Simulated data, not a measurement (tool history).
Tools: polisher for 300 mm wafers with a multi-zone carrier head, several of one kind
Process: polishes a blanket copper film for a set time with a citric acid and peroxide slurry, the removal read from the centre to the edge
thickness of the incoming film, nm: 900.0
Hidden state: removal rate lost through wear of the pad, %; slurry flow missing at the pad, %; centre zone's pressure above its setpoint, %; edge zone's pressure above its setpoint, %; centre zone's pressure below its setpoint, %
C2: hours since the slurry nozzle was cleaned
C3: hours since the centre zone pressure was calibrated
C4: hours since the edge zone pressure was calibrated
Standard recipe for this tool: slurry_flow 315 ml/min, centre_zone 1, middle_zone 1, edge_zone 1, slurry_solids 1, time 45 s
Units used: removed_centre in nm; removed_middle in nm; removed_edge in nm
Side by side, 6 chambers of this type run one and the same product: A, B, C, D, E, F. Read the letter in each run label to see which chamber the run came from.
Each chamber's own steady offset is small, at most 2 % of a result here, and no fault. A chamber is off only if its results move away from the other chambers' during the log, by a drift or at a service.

-- hour=1.6 chamber E: slurry nozzle cleaned
run 1F hour=3.6 | slurry_flow=315 centre_zone=1 middle_zone=1 edge_zone=1 slurry_solids=1 time=45 | wafers_polished_on_this_pad=314 C2=239.8 C3=1103.1 C4=1212.9 | removed_centre=167.52 removed_middle=161.5 removed_edge=166.25
run 2D hour=10.5 | slurry_flow=315 centre_zone=1 middle_zone=1 edge_zone=1 slurry_solids=1 time=45 | wafers_polished_on_this_pad=156 C2=43 C3=32.8 C4=1377.8 | removed_centre=162.58 removed_middle=165.07 removed_edge=164.48
run 3A hour=15.3 | slurry_flow=315 centre_zone=1 middle_zone=1 edge_zone=1 slurry_solids=1 time=45 | wafers_polished_on_this_pad=434 C2=242.2 C3=913.1 C4=243.2 | removed_centre=161.42 removed_middle=163.99 removed_edge=162.48
run 4C hour=20.8 | slurry_flow=315 centre_zone=1 middle_zone=1 edge_zone=1 slurry_solids=1 time=45 | wafers_polished_on_this_pad=190 C2=84.9 C3=1456.9 C4=1094 | removed_centre=164.53 removed_middle=169.38 removed_edge=163.96
run 5E hour=27.5 | slurry_flow=315 centre_zone=1 middle_zone=1 edge_zone=1 slurry_solids=1 time=45 | wafers_polished_on_this_pad=591 C2=25.9 C3=258.7 C4=937.2 | removed_centre=161.19 removed_middle=166.44 removed_edge=161.39
run 6B hour=33.8 | slurry_flow=315 centre_zone=1 middle_zone=1 edge_zone=1 slurry_solids=1 time=45 | wafers_polished_on_this_pad=1095 C2=90.3 C3=790.2 C4=652.8 | removed_centre=163.84 removed_middle=169.05 removed_edge=163.22
-- hour=36.4 chamber F: worn pad replaced by a new one
-- hour=36.4 chamber D: edge zone pressure recalibrated
run 7C hour=40.6 | slurry_flow=315 centre_zone=1 middle_zone=1 edge_zone=1 slurry_solids=1 time=45 | wafers_polished_on_this_pad=341 C2=104.7 C3=1476.7 C4=1113.8 | removed_centre=165.09 removed_middle=161.07 removed_edge=162.22
run 8E hour=45.4 | slurry_flow=315 centre_zone=1 middle_zone=1 edge_zone=1 slurry_solids=1 time=45 | wafers_polished_on_this_pad=728 C2=43.8 C3=276.6 C4=955.1 | removed_centre=159.93 removed_middle=161.05 removed_edge=165.68
-- hour=46.4 chamber F: slurry nozzle cleaned
-- hour=48.3 chamber C: centre zone pressure recalibrated
run 9A hour=52.1 | slurry_flow=245 centre_zone=1 middle_zone=1 edge_zone=1 slurry_solids=1 time=45 | wafers_polished_on_this_pad=715 C2=279 C3=949.9 C4=280 | removed_centre=159.54 removed_middle=159.05 removed_edge=159.75
run 10F hour=56.7 | slurry_flow=245 centre_zone=1 middle_zone=1 edge_zone=1 slurry_solids=1 time=45 | wafers_polished_on_this_pad=155 C2=10.4 C3=1156.2 C4=1266 | removed_centre=157.93 removed_middle=163.06 removed_edge=164.21
-- hour=57.3 chamber F: centre zone pressure recalibrated
-- hour=60.4 chamber D: worn pad replaced by a new one
run 11D hour=62.2 | slurry_flow=245 centre_zone=1 middle_zone=1 edge_zone=1 slurry_solids=1 time=45 | wafers_polished_on_this_pad=14 C2=94.7 C3=84.5 C4=25.9 | removed_centre=161.21 removed_middle=160.94 removed_edge=162.5
-- hour=66.4 chamber A: worn pad replaced by a new one
-- hour=67.7 chamber B: worn pad replaced by a new one
run 12B hour=69.6 | slurry_flow=245 centre_zone=1 middle_zone=1 edge_zone=1 slurry_solids=1 time=45 | wafers_polished_on_this_pad=15 C2=126.1 C3=826 C4=688.6 | removed_centre=160.48 removed_middle=162.54 removed_edge=158.33
run 13E hour=75.9 | slurry_flow=245 centre_zone=1 middle_zone=1 edge_zone=1 slurry_solids=1 time=45 | wafers_polished_on_this_pad=961 C2=74.3 C3=307.1 C4=985.6 | removed_centre=157.93 removed_middle=156.48 removed_edge=161.77
run 14C hour=81.5 | slurry_flow=245 centre_zone=1 middle_zone=1 edge_zone=1 slurry_solids=1 time=45 | wafers_polished_on_this_pad=654 C2=145.6 C3=33.3 C4=1154.7 | removed_centre=159.61 removed_middle=157.48 removed_edge=161.05
-- hour=86.6 chamber B: edge zone pressure recalibrated
run 15B hour=86.8 | slurry_flow=315 centre_zone=1 middle_zone=1 edge_zone=1 slurry_solids=1 time=45 | wafers_polished_on_this_pad=146 C2=143.3 C3=843.2 C4=0.2 | removed_centre=163.98 removed_middle=162.28 removed_edge=161.68
-- hour=88.3 chamber E: centre zone pressure recalibrated
run 16D hour=93.2 | slurry_flow=315 centre_zone=1 middle_zone=1 edge_zone=1 slurry_solids=1 time=45 | wafers_polished_on_this_pad=251 C2=125.7 C3=115.5 C4=56.9 | removed_centre=164.16 removed_middle=167.69 removed_edge=163.62
run 17A hour=101.1 | slurry_flow=315 centre_zone=1 middle_zone=1 edge_zone=1 slurry_solids=1 time=45 | wafers_polished_on_this_pad=265 C2=328 C3=998.9 C4=329 | removed_centre=162.61 removed_middle=164.1 removed_edge=162.33
run 18F hour=108.9 | slurry_flow=315 centre_zone=1 middle_zone=1 edge_zone=1 slurry_solids=1 time=45 | wafers_polished_on_this_pad=554 C2=62.6 C3=51.6 C4=1318.2 | removed_centre=162.15 removed_middle=164.3 removed_edge=164.55
-- hour=111.1 chamber C: worn pad replaced by a new one
-- hour=112.8 chamber F: worn pad replaced by a new one
run 19A hour=113.3 | slurry_flow=315 centre_zone=1 middle_zone=1 edge_zone=1 slurry_solids=1 time=45 | wafers_polished_on_this_pad=358 C2=340.2 C3=1011.1 C4=341.2 | removed_centre=163.53 removed_middle=165.09 removed_edge=164.55
run 20E hour=120.2 | slurry_flow=315 centre_zone=1 middle_zone=1 edge_zone=1 slurry_solids=1 time=45 | wafers_polished_on_this_pad=1300 C2=118.6 C3=32 C4=1029.9 | removed_centre=157.23 removed_middle=159.48 removed_edge=159.01
run 21D hour=125.4 | slurry_flow=315 centre_zone=1 middle_zone=1 edge_zone=1 slurry_solids=1 time=45 | wafers_polished_on_this_pad=497 C2=157.9 C3=147.7 C4=89.1 | removed_centre=162.32 removed_middle=166.32 removed_edge=166.68
-- hour=126 chamber A: centre zone pressure recalibrated
run 22F hour=129.5 | slurry_flow=315 centre_zone=1 middle_zone=1 edge_zone=1 slurry_solids=1 time=45 | wafers_polished_on_this_pad=127 C2=83.2 C3=72.2 C4=1338.8 | removed_centre=166.94 removed_middle=165.16 removed_edge=164.87
run 23C hour=135.5 | slurry_flow=315 centre_zone=1 middle_zone=1 edge_zone=1 slurry_solids=1 time=45 | wafers_polished_on_this_pad=186 C2=199.6 C3=87.3 C4=1208.7 | removed_centre=164.31 removed_middle=164.21 removed_edge=160.35
-- hour=136 chamber D: worn pad replaced by a new one
-- hour=137.9 chamber F: edge zone pressure recalibrated
run 24B hour=143 | slurry_flow=315 centre_zone=1 middle_zone=1 edge_zone=1 slurry_solids=1 time=45 | wafers_polished_on_this_pad=576 C2=199.5 C3=899.4 C4=56.4 | removed_centre=164.32 removed_middle=162.23 removed_edge=163.86
run 25C hour=147.8 | slurry_flow=315 centre_zone=1 middle_zone=1 edge_zone=1 slurry_solids=1.25 time=45 | wafers_polished_on_this_pad=280 C2=211.9 C3=99.6 C4=1221 | removed_centre=174.29 removed_middle=174.53 removed_edge=171.18
run 26E hour=155.2 | slurry_flow=315 centre_zone=1 middle_zone=1 edge_zone=1 slurry_solids=1.25 time=45 | wafers_polished_on_this_pad=1567 C2=153.6 C3=67 C4=1064.9 | removed_centre=163 removed_middle=166.21 removed_edge=166.68
-- hour=155.9 chamber E: edge zone pressure recalibrated
-- hour=160.5 chamber A: worn pad replaced by a new one
run 27B hour=161.2 | slurry_flow=315 centre_zone=1 middle_zone=1 edge_zone=1 slurry_solids=1.25 time=45 | wafers_polished_on_this_pad=715 C2=217.7 C3=917.6 C4=74.6 | removed_centre=172.02 removed_middle=173.6 removed_edge=171.82
run 28D hour=165.7 | slurry_flow=315 centre_zone=1 middle_zone=1 edge_zone=1 slurry_solids=1.25 time=45 | wafers_polished_on_this_pad=227 C2=198.2 C3=188 C4=129.4 | removed_centre=169 removed_middle=172.93 removed_edge=171.87
run 29A hour=170.7 | slurry_flow=315 centre_zone=1 middle_zone=1 edge_zone=1 slurry_solids=1.25 time=45 | wafers_polished_on_this_pad=78 C2=397.6 C3=44.7 C4=398.6 | removed_centre=171.39 removed_middle=173.52 removed_edge=170.84
-- hour=175.1 chamber C: slurry nozzle cleaned
run 30F hour=177.5 | slurry_flow=315 centre_zone=1 middle_zone=1 edge_zone=1 slurry_solids=1.25 time=45 | wafers_polished_on_this_pad=494 C2=131.2 C3=120.2 C4=39.7 | removed_centre=172.21 removed_middle=175 removed_edge=172.76
run 31A hour=185.6 | slurry_flow=315 centre_zone=1 middle_zone=1.04 edge_zone=1 slurry_solids=1 time=51 | wafers_polished_on_this_pad=191 C2=412.5 C3=59.6 C4=413.5 | removed_centre=183.57 removed_middle=196.44 removed_edge=186.43
-- hour=186.5 chamber E: slurry nozzle cleaned
-- hour=189.7 chamber F: worn pad replaced by a new one
run 32D hour=191.2 | slurry_flow=315 centre_zone=1 middle_zone=1.04 edge_zone=1 slurry_solids=1 time=51 | wafers_polished_on_this_pad=422 C2=223.7 C3=213.5 C4=154.9 | removed_centre=183.48 removed_middle=196.01 removed_edge=185.72
run 33F hour=198.1 | slurry_flow=315 centre_zone=1 middle_zone=1.04 edge_zone=1 slurry_solids=1 time=51 | wafers_polished_on_this_pad=64 C2=151.8 C3=140.8 C4=60.3 | removed_centre=186.75 removed_middle=196.19 removed_edge=186.19
run 34B hour=202.1 | slurry_flow=315 centre_zone=1 middle_zone=1.04 edge_zone=1 slurry_solids=1 time=51 | wafers_polished_on_this_pad=1027 C2=258.6 C3=958.5 C4=115.5 | removed_centre=188.08 removed_middle=190.49 removed_edge=185.63
run 35E hour=208.8 | slurry_flow=315 centre_zone=1 middle_zone=1.04 edge_zone=1 slurry_solids=1 time=51 | wafers_polished_on_this_pad=1977 C2=22.3 C3=120.6 C4=52.9 | removed_centre=173.34 removed_middle=182.11 removed_edge=175.44
run 36C hour=215.8 | slurry_flow=315 centre_zone=1 middle_zone=1.04 edge_zone=1 slurry_solids=1 time=51 | wafers_polished_on_this_pad=800 C2=40.7 C3=167.6 C4=1289 | removed_centre=187.64 removed_middle=191.3 removed_edge=185.44
-- hour=218.9 chamber D: worn pad replaced by a new one
run 37E hour=220.6 | slurry_flow=315 centre_zone=1 middle_zone=1 edge_zone=1 slurry_solids=1 time=45 | wafers_polished_on_this_pad=2067 C2=34.1 C3=132.4 C4=64.7 | removed_centre=153.33 removed_middle=155.28 removed_edge=157.03
run 38D hour=225.1 | slurry_flow=315 centre_zone=1 middle_zone=1 edge_zone=1 slurry_solids=1 time=45 | wafers_polished_on_this_pad=47 C2=257.6 C3=247.4 C4=188.8 | removed_centre=166.01 removed_middle=165.21 removed_edge=167.43
run 39F hour=228.7 | slurry_flow=415 centre_zone=0.96 middle_zone=1 edge_zone=1 slurry_solids=1 time=45 | wafers_polished_on_this_pad=298 C2=182.4 C3=171.4 C4=90.9 | removed_centre=163.24 removed_middle=168.45 removed_edge=170.39
-- hour=228.9 chamber C: worn pad replaced by a new one
run 40C hour=234.5 | slurry_flow=415 centre_zone=0.96 middle_zone=1 edge_zone=1 slurry_solids=1 time=45 | wafers_polished_on_this_pad=43 C2=59.4 C3=186.3 C4=1307.7 | removed_centre=162.28 removed_middle=170.7 removed_edge=163.79

Next, every chamber runs the same settings. What will each give?
run 41A hour=240.4 | slurry_flow=315 centre_zone=1 middle_zone=1 edge_zone=1 slurry_solids=1 time=45 | removed_centre=? removed_middle=? removed_edge=?
run 41B hour=240.4 | slurry_flow=315 centre_zone=1 middle_zone=1 edge_zone=1 slurry_solids=1 time=45 | removed_centre=? removed_middle=? removed_edge=?
run 41C hour=240.4 | slurry_flow=315 centre_zone=1 middle_zone=1 edge_zone=1 slurry_solids=1 time=45 | removed_centre=? removed_middle=? removed_edge=?
run 41D hour=240.4 | slurry_flow=315 centre_zone=1 middle_zone=1 edge_zone=1 slurry_solids=1 time=45 | removed_centre=? removed_middle=? removed_edge=?
run 41E hour=240.4 | slurry_flow=315 centre_zone=1 middle_zone=1 edge_zone=1 slurry_solids=1 time=45 | removed_centre=? removed_middle=? removed_edge=?
run 41F hour=240.4 | slurry_flow=315 centre_zone=1 middle_zone=1 edge_zone=1 slurry_solids=1 time=45 | removed_centre=? removed_middle=? removed_edge=?

run=41A removed_centre=163.68 removed_middle=163.52 removed_edge=163.51
run=41B removed_centre=165.69 removed_middle=161.39 removed_edge=162.64
run=41C removed_centre=165.17 removed_middle=164.43 removed_edge=164.51
run=41D removed_centre=160.52 removed_middle=168.52 removed_edge=166.57
run=41E removed_centre=151.89 removed_middle=154.05 removed_edge=152.79
run=41F removed_centre=166.94 removed_middle=162.75 removed_edge=166.33
